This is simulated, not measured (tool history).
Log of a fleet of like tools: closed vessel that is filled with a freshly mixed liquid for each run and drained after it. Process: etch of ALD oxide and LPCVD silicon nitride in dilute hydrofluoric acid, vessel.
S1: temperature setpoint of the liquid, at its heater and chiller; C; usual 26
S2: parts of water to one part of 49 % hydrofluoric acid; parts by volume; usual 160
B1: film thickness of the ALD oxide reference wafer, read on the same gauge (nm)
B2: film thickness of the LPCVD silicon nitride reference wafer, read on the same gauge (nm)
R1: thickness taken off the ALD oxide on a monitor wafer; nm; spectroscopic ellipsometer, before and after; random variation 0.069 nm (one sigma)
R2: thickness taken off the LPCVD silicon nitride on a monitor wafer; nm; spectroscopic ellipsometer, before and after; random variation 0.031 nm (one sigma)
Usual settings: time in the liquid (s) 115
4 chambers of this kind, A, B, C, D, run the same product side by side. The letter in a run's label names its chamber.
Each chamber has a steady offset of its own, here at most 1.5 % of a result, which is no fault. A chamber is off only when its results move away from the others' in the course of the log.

run 1A hour=7.1 | S1=26 S2=160 time_in_the_liquid_(s)=115 | B1=89.99 B2=50.014 | R1=8.6742 R2=0.43176
run 2D hour=16.2 | S1=26 S2=160 time_in_the_liquid_(s)=115 | B1=89.988 B2=50.027 | R1=8.8906 R2=0.38922
run 3C hour=27.9 | S1=26 S2=160 time_in_the_liquid_(s)=115 | B1=89.967 B2=49.968 | R1=8.8539 R2=0.45955
run 4B hour=38.7 | S1=26 S2=160 time_in_the_liquid_(s)=115 | B1=90.025 B2=50.035 | R1=8.8767 R2=0.37388
run 5A hour=51.6 | S1=26 S2=160 time_in_the_liquid_(s)=115 | B1=89.982 B2=49.995 | R1=8.6584 R2=0.42798
run 6D hour=61.4 | S1=26 S2=160 time_in_the_liquid_(s)=115 | B1=90.016 B2=50.013 | R1=8.7715 R2=0.41809
run 7C hour=68.5 | S1=26 S2=160 time_in_the_liquid_(s)=115 | B1=90.019 B2=50.022 | R1=8.7139 R2=0.46042
run 8B hour=79.3 | S1=26 S2=160 time_in_the_liquid_(s)=115 | B1=90.026 B2=49.998 | R1=8.6487 R2=0.44253
run 9A hour=89.9 | S1=26 S2=160 time_in_the_liquid_(s)=115 | B1=90.017 B2=49.974 | R1=8.6935 R2=0.40901
run 10B hour=100.8 | S1=26 S2=160 time_in_the_liquid_(s)=115 | B1=90.011 B2=49.966 | R1=8.8713 R2=0.38532
run 11D hour=111.7 | S1=26 S2=160 time_in_the_liquid_(s)=115 | B1=90.01 B2=49.999 | R1=8.7258 R2=0.42634
run 12C hour=121.5 | S1=26 S2=160 time_in_the_liquid_(s)=115 | B1=90.011 B2=49.995 | R1=8.7472 R2=0.39491
run 13A hour=132.6 | S1=26 S2=160 time_in_the_liquid_(s)=115 | B1=90 B2=49.987 | R1=8.7451 R2=0.40715
run 14B hour=140.4 | S1=28 S2=160 time_in_the_liquid_(s)=115 | B1=90.008 B2=49.965 | R1=9.4181 R2=0.4514
run 15C hour=148.6 | S1=28 S2=160 time_in_the_liquid_(s)=115 | B1=90.019 B2=49.962 | R1=9.5323 R2=0.51472
-- hour=155.3 chamber C: thermometer replaced
run 16D hour=162.7 | S1=28 S2=160 time_in_the_liquid_(s)=115 | B1=89.982 B2=50.03 | R1=9.5158 R2=0.54089
run 17C hour=175.4 | S1=28 S2=160 time_in_the_liquid_(s)=115 | B1=89.965 B2=50.004 | R1=9.4915 R2=0.49957
run 18A hour=188.5 | S1=26 S2=160 time_in_the_liquid_(s)=115 | B1=89.974 B2=50.036 | R1=8.6678 R2=0.39099
run 19B hour=197.8 | S1=26 S2=160 time_in_the_liquid_(s)=115 | B1=89.992 B2=50.035 | R1=8.7202 R2=0.44224
run 20D hour=209.6 | S1=26 S2=160 time_in_the_liquid_(s)=115 | B1=90.014 B2=49.977 | R1=8.8125 R2=0.38427
run 21A hour=216.6 | S1=26 S2=160 time_in_the_liquid_(s)=115 | B1=90.006 B2=50.004 | R1=8.8582 R2=0.40637
run 22C hour=229.3 | S1=26 S2=160 time_in_the_liquid_(s)=115 | B1=89.981 B2=50.001 | R1=8.708 R2=0.36224
run 23B hour=237.3 | S1=26 S2=160 time_in_the_liquid_(s)=115 | B1=89.99 B2=50.017 | R1=8.7777 R2=0.4156
-- hour=242.6 chamber C: hydrofluoric acid flow meter replaced
run 24D hour=246.4 | S1=26 S2=160 time_in_the_liquid_(s)=115 | B1=90.005 B2=49.957 | R1=8.8802 R2=0.40657
run 25B hour=258.8 | S1=26 S2=160 time_in_the_liquid_(s)=115 | B1=90.005 B2=49.972 | R1=8.5626 R2=0.46664
run 26C hour=272.5 | S1=26 S2=160 time_in_the_liquid_(s)=115 | B1=90.012 B2=50.005 | R1=8.7608 R2=0.41848
run 27A hour=286.4 | S1=26 S2=160 time_in_the_liquid_(s)=115 | B1=90.019 B2=50.044 | R1=8.649 R2=0.45388
run 28D hour=294.1 | S1=26 S2=220 time_in_the_liquid_(s)=115 | B1=90.002 B2=50.032 | R1=5.974 R2=0.3078
run 29C hour=302.2 | S1=26 S2=220 time_in_the_liquid_(s)=115 | B1=89.978 B2=49.983 | R1=6.016 R2=0.27972
run 30D hour=313.5 | S1=26 S2=220 time_in_the_liquid_(s)=115 | B1=90.02 B2=49.996 | R1=5.9972 R2=0.27333
run 31A hour=323.5 | S1=26 S2=220 time_in_the_liquid_(s)=115 | B1=90.027 B2=49.99 | R1=5.8989 R2=0.28156
run 32B hour=337.2 | S1=26 S2=160 time_in_the_liquid_(s)=115 | B1=90.025 B2=50.015 | R1=8.7444 R2=0.43131
run 33D hour=345 | S1=26 S2=85 time_in_the_liquid_(s)=160 | B1=89.987 B2=49.996 | R1=25.323 R2=1.0315
run 34B hour=357.6 | S1=26 S2=85 time_in_the_liquid_(s)=160 | B1=90.003 B2=49.993 | R1=25.158 R2=0.90563
run 35C hour=371.3 | S1=26 S2=85 time_in_the_liquid_(s)=160 | B1=89.99 B2=49.991 | R1=25.253 R2=1.1829
run 36A hour=381.3 | S1=26 S2=85 time_in_the_liquid_(s)=160 | B1=89.97 B2=50.027 | R1=25.043 R2=1.1402
run 37B hour=393.8 | S1=26 S2=160 time_in_the_liquid_(s)=115 | B1=89.973 B2=49.986 | R1=8.8129 R2=0.42271
run 38C hour=402.9 | S1=26 S2=160 time_in_the_liquid_(s)=115 | B1=90.021 B2=50.023 | R1=8.8435 R2=0.40272
run 39A hour=412.7 | S1=26 S2=160 time_in_the_liquid_(s)=115 | B1=89.993 B2=50.006 | R1=8.7195 R2=0.39952
run 40D hour=426.7 | S1=26 S2=160 time_in_the_liquid_(s)=115 | B1=89.993 B2=49.996 | R1=8.8329 R2=0.38106

What goes on in this fleet: one chamber off, a drifting gauge, or nothing beyond the chambers' own small offsets? Name the chamber and the cause, if any.

No chamber stands off beyond its own small offset, and the gauge holds steady.
